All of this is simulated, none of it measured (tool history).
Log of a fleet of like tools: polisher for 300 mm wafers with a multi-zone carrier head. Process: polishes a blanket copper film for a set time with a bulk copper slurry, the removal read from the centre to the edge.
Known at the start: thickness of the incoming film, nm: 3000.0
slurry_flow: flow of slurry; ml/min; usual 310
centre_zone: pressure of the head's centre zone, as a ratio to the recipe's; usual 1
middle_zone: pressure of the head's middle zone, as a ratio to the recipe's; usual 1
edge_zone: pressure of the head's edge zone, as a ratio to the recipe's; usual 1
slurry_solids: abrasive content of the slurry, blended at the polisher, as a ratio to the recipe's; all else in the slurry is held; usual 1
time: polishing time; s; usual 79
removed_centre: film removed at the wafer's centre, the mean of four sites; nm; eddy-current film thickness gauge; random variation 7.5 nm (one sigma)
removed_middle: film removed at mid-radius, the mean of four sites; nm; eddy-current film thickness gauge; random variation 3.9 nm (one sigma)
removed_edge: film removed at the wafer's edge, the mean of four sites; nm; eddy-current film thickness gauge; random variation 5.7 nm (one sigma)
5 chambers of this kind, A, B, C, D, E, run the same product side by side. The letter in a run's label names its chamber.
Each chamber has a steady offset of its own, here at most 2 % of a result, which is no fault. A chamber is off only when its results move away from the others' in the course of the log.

run 1D hour=3.5 | slurry_flow=310 centre_zone=1 middle_zone=1 edge_zone=1 slurry_solids=1 time=79 | removed_centre=621.31 removed_middle=624.93 removed_edge=613.94
run 2E hour=6.5 | slurry_flow=310 centre_zone=1 middle_zone=1 edge_zone=1 slurry_solids=1 time=79 | removed_centre=643.42 removed_middle=618.85 removed_edge=634.77
-- hour=6.6 chamber C: worn pad replaced by a new one
run 3C hour=9.8 | slurry_flow=310 centre_zone=1 middle_zone=1 edge_zone=1 slurry_solids=1 time=79 | removed_centre=634.62 removed_middle=621.91 removed_edge=631.69
run 4A hour=15.1 | slurry_flow=310 centre_zone=1 middle_zone=1 edge_zone=1 slurry_solids=1 time=79 | removed_centre=624.06 removed_middle=615.69 removed_edge=606.75
run 5B hour=19.5 | slurry_flow=310 centre_zone=1 middle_zone=1 edge_zone=1 slurry_solids=1 time=79 | removed_centre=606.19 removed_middle=622.78 removed_edge=622.86
run 6C hour=23 | slurry_flow=310 centre_zone=1 middle_zone=1 edge_zone=1 slurry_solids=1 time=79 | removed_centre=632.69 removed_middle=622.09 removed_edge=624.12
-- hour=24.3 chamber A: slurry nozzle cleaned
run 7D hour=26.7 | slurry_flow=310 centre_zone=1 middle_zone=1 edge_zone=1 slurry_solids=1 time=79 | removed_centre=609.96 removed_middle=616.27 removed_edge=620.13
run 8B hour=30.9 | slurry_flow=310 centre_zone=1 middle_zone=1 edge_zone=1 slurry_solids=1 time=79 | removed_centre=598.2 removed_middle=620.42 removed_edge=641.23
run 9E hour=36 | slurry_flow=310 centre_zone=1 middle_zone=0.93 edge_zone=0.94 slurry_solids=1 time=79 | removed_centre=627.54 removed_middle=578.84 removed_edge=611.79
run 10A hour=38.5 | slurry_flow=310 centre_zone=1 middle_zone=0.93 edge_zone=0.94 slurry_solids=1 time=79 | removed_centre=612.59 removed_middle=575.28 removed_edge=600.35
-- hour=38.6 chamber A: worn pad replaced by a new one
run 11B hour=41.9 | slurry_flow=310 centre_zone=1 middle_zone=0.93 edge_zone=0.94 slurry_solids=1 time=79 | removed_centre=616.76 removed_middle=577.31 removed_edge=602.83
run 12C hour=46.4 | slurry_flow=310 centre_zone=1 middle_zone=0.93 edge_zone=0.94 slurry_solids=1 time=79 | removed_centre=614.61 removed_middle=576.25 removed_edge=606.34
run 13A hour=50.6 | slurry_flow=310 centre_zone=1 middle_zone=0.93 edge_zone=0.94 slurry_solids=1 time=79 | removed_centre=627.72 removed_middle=577.57 removed_edge=597.76
run 14E hour=55.7 | slurry_flow=310 centre_zone=1 middle_zone=1 edge_zone=1 slurry_solids=1 time=79 | removed_centre=622.06 removed_middle=610.03 removed_edge=627.67
-- hour=56.8 chamber D: worn pad replaced by a new one
-- hour=57 chamber C: slurry nozzle cleaned
run 15D hour=58.7 | slurry_flow=310 centre_zone=1 middle_zone=1 edge_zone=1 slurry_solids=1 time=79 | removed_centre=624.22 removed_middle=621.83 removed_edge=629.18
-- hour=62.2 chamber E: centre zone pressure recalibrated
run 16D hour=63.1 | slurry_flow=310 centre_zone=1 middle_zone=1 edge_zone=1 slurry_solids=1 time=79 | removed_centre=604.98 removed_middle=627.15 removed_edge=617.78
run 17C hour=67.2 | slurry_flow=310 centre_zone=1 middle_zone=0.89 edge_zone=1 slurry_solids=0.85 time=79 | removed_centre=615.07 removed_middle=538.48 removed_edge=591.95
run 18A hour=69.9 | slurry_flow=310 centre_zone=1 middle_zone=0.89 edge_zone=1 slurry_solids=0.85 time=79 | removed_centre=599.68 removed_middle=536.65 removed_edge=590.09
-- hour=71.7 chamber E: worn pad replaced by a new one
-- hour=72.2 chamber C: worn pad replaced by a new one
run 19B hour=73.1 | slurry_flow=310 centre_zone=1 middle_zone=0.89 edge_zone=1 slurry_solids=0.85 time=79 | removed_centre=606.73 removed_middle=542.61 removed_edge=617.97
run 20E hour=76.3 | slurry_flow=310 centre_zone=1 middle_zone=0.89 edge_zone=1 slurry_solids=0.85 time=79 | removed_centre=535.74 removed_middle=543.4 removed_edge=612
run 21C hour=80.2 | slurry_flow=310 centre_zone=1 middle_zone=0.89 edge_zone=1 slurry_solids=0.85 time=79 | removed_centre=598.76 removed_middle=543.36 removed_edge=606.42
run 22E hour=82.6 | slurry_flow=310 centre_zone=1 middle_zone=1 edge_zone=1 slurry_solids=1 time=79 | removed_centre=563.53 removed_middle=621.7 removed_edge=642.38
-- hour=84.6 chamber B: worn pad replaced by a new one
run 23D hour=85.9 | slurry_flow=310 centre_zone=1 middle_zone=1 edge_zone=1 slurry_solids=1 time=79 | removed_centre=609.79 removed_middle=624.34 removed_edge=624.35
run 24A hour=89.2 | slurry_flow=310 centre_zone=1 middle_zone=1 edge_zone=1 slurry_solids=1 time=79 | removed_centre=618.35 removed_middle=615.66 removed_edge=616.36
-- hour=91 chamber B: slurry nozzle cleaned
run 25B hour=92.4 | slurry_flow=310 centre_zone=1 middle_zone=1 edge_zone=1 slurry_solids=1 time=79 | removed_centre=617.89 removed_middle=622.99 removed_edge=626.18
run 26B hour=95.7 | slurry_flow=310 centre_zone=1 middle_zone=1 edge_zone=1 slurry_solids=1 time=79 | removed_centre=611.26 removed_middle=625.37 removed_edge=622.06
run 27C hour=98.5 | slurry_flow=310 centre_zone=1 middle_zone=1 edge_zone=1 slurry_solids=1 time=79 | removed_centre=635.12 removed_middle=621.98 removed_edge=625.23
run 28A hour=101.9 | slurry_flow=310 centre_zone=1 middle_zone=1 edge_zone=1 slurry_solids=1 time=79 | removed_centre=629 removed_middle=611.82 removed_edge=624.22
run 29E hour=106.4 | slurry_flow=310 centre_zone=1 middle_zone=1 edge_zone=1 slurry_solids=1 time=79 | removed_centre=556.51 removed_middle=617.37 removed_edge=635.19
run 30D hour=109 | slurry_flow=380 centre_zone=1 middle_zone=1 edge_zone=1 slurry_solids=1 time=79 | removed_centre=639.94 removed_middle=631.86 removed_edge=619.6
run 31E hour=111.5 | slurry_flow=380 centre_zone=1 middle_zone=1 edge_zone=1 slurry_solids=1 time=79 | removed_centre=574.74 removed_middle=629.07 removed_edge=638.1
run 32C hour=115.1 | slurry_flow=380 centre_zone=1 middle_zone=1 edge_zone=1 slurry_solids=1 time=79 | removed_centre=638.17 removed_middle=627.06 removed_edge=627.32
run 33B hour=120.1 | slurry_flow=380 centre_zone=1 middle_zone=1 edge_zone=1 slurry_solids=1 time=79 | removed_centre=635.31 removed_middle=637.39 removed_edge=636.41
run 34D hour=124.6 | slurry_flow=380 centre_zone=1 middle_zone=1 edge_zone=1 slurry_solids=1 time=79 | removed_centre=619.7 removed_middle=627.22 removed_edge=627.12

Is one chamber off against the others, does the gauge drift, or is nothing wrong? If a chamber is off, say which, and what the likeliest cause is.

A service left chamber E off against the others.
Cause: centre zone's pressure below its setpoint, % = 10.3.

Here are 4 candidates for chamber E's next run, each the usual settings with a change, their results left as question marks. Which one brings its results back in line with what the others give on the usual settings?
In line means no further than this from the other chambers' mean on the usual settings: removed_centre 26 nm; removed_middle 14 nm; removed_edge 20 nm
run 35E-1 hour=128.4 | slurry_flow=300 centre_zone=0.86 middle_zone=1 edge_zone=1.06 slurry_solids=1 time=79 | removed_centre=? removed_middle=? removed_edge=?
run 35E-2 hour=128.4 | slurry_flow=315 centre_zone=1.09 middle_zone=1 edge_zone=0.96 slurry_solids=1 time=79 | removed_centre=? removed_middle=? removed_edge=?
run 35E-3 hour=128.4 | slurry_flow=320 centre_zone=1.15 middle_zone=1 edge_zone=0.93 slurry_solids=1 time=80 | removed_centre=? removed_middle=? removed_edge=?
run 35E-4 hour=128.4 | slurry_flow=305 centre_zone=0.91 middle_zone=1 edge_zone=1.04 slurry_solids=1 time=79 | removed_centre=? removed_middle=? removed_edge=?

The other chambers' mean on the usual settings: removed_centre 619.91 nm; removed_middle 620.25 nm; removed_edge 621.67 nm
run=35E-1 removed_centre=466.84 removed_middle=616.49 removed_edge=650.19
run=35E-2 removed_centre=612.86 removed_middle=618.69 removed_edge=619.65
run=35E-3 removed_centre=659.6 removed_middle=627.26 removed_edge=618.19
run=35E-4 removed_centre=498.78 removed_middle=617.33 removed_edge=644.43
35E-2 brings the chamber back in line.
